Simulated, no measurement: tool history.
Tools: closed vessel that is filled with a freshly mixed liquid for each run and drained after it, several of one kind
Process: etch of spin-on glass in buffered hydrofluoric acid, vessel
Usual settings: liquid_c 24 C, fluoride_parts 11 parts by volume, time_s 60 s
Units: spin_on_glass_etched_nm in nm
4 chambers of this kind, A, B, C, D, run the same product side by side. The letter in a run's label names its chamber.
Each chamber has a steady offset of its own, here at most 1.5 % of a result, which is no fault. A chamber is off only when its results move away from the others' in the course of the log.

run    day  liquid_c  fluoride_parts  time_s  read-back film thickness of the spin-on glass reference wafer, read on the same gauge (nm)  spin_on_glass_etched_nm
 1B  0.138        24              11      60                                                                                      100.01                    155.5
 2A   0.35        24              11      60                                                                                      99.996                   152.11
 3D  0.529        24              11      60                                                                                         100                   154.81
 4C  0.671        24              11      60                                                                                      100.01                   154.74
 5B  0.962        24              11      60                                                                                       99.99                   154.98
 6C  1.108        24              11      30                                                                                      99.991                   77.821
 7D  1.258        24              11      30                                                                                      100.01                   76.172
 8A  1.517        24              11      30                                                                                      99.983                   75.998
 9D  1.738        24              11      30                                                                                      99.989                   77.425
10A  1.988        24              11      60                                                                                      99.999                   153.05
11C  2.171        24              11      60                                                                                         100                    151.7
12B  2.371        27              11      60                                                                                      100.01                   182.96
13C  2.517        27              11      60                                                                                      100.02                   181.93
14B  2.662        27              11      60                                                                                         100                   182.04
15D  2.954        27              11      60                                                                                      99.952                   182.99
16A  3.208        24              11      60                                                                                      99.983                   149.47
17C    3.4        24              11      50                                                                                      100.01                   129.12
18D  3.621        24              11      50                                                                                      100.03                   125.61
19B  3.858        24              11      50                                                                                      100.03                   129.28
20A  4.033        24              11      50                                                                                      100.01                   120.72
21A  4.221        24              11      60                                                                                      99.963                   142.02
22B  4.425        24              11      60                                                                                      99.982                   156.61
23D  4.633        19              11      60                                                                                         100                   115.06
24C  4.804        19              11      60                                                                                      99.993                   114.94
25C  5.092        19              11      60                                                                                       99.99                   115.88
26D  5.258        19              11      60                                                                                      100.01                   114.75
27A  5.475        24              11      60                                                                                      100.03                    139.9
28B  5.758        24              11      60                                                                                      99.993                   153.11

What goes on in this fleet: one chamber off, a drifting gauge, or nothing beyond the chambers' own small offsets? Name the chamber and the cause, if any.

Chamber A drifts away from the others.
Cause: hydrofluoric acid flow below the setpoint (%) = 10.5.
The log may not tell that from: liquid colder than its thermometer reads (K).

Here are 4 candidates for chamber A's next run, each the usual settings with a change, their results left as question marks. Which one brings its results back in line with what the others give on the usual settings?
In line means no further than this from the other chambers' mean on the usual settings: spin_on_glass_etched_nm 5.3 nm
29A-1  5.975        26              11      60                                                                                                                    ?
29A-2  5.975      27.5              11      60                                                                                                                    ?
29A-3  5.975      23.5              12      60                                                                                                                    ?
29A-4  5.975        24            13.5      60                                                                                                                    ?

The other chambers' mean on the usual settings: spin_on_glass_etched_nm 153.83 nm
  run  spin_on_glass_etched_nm
29A-1                   155.01
29A-2                   168.07
29A-3                   123.86
29A-4                   113.28
29A-1 brings the chamber back in line.
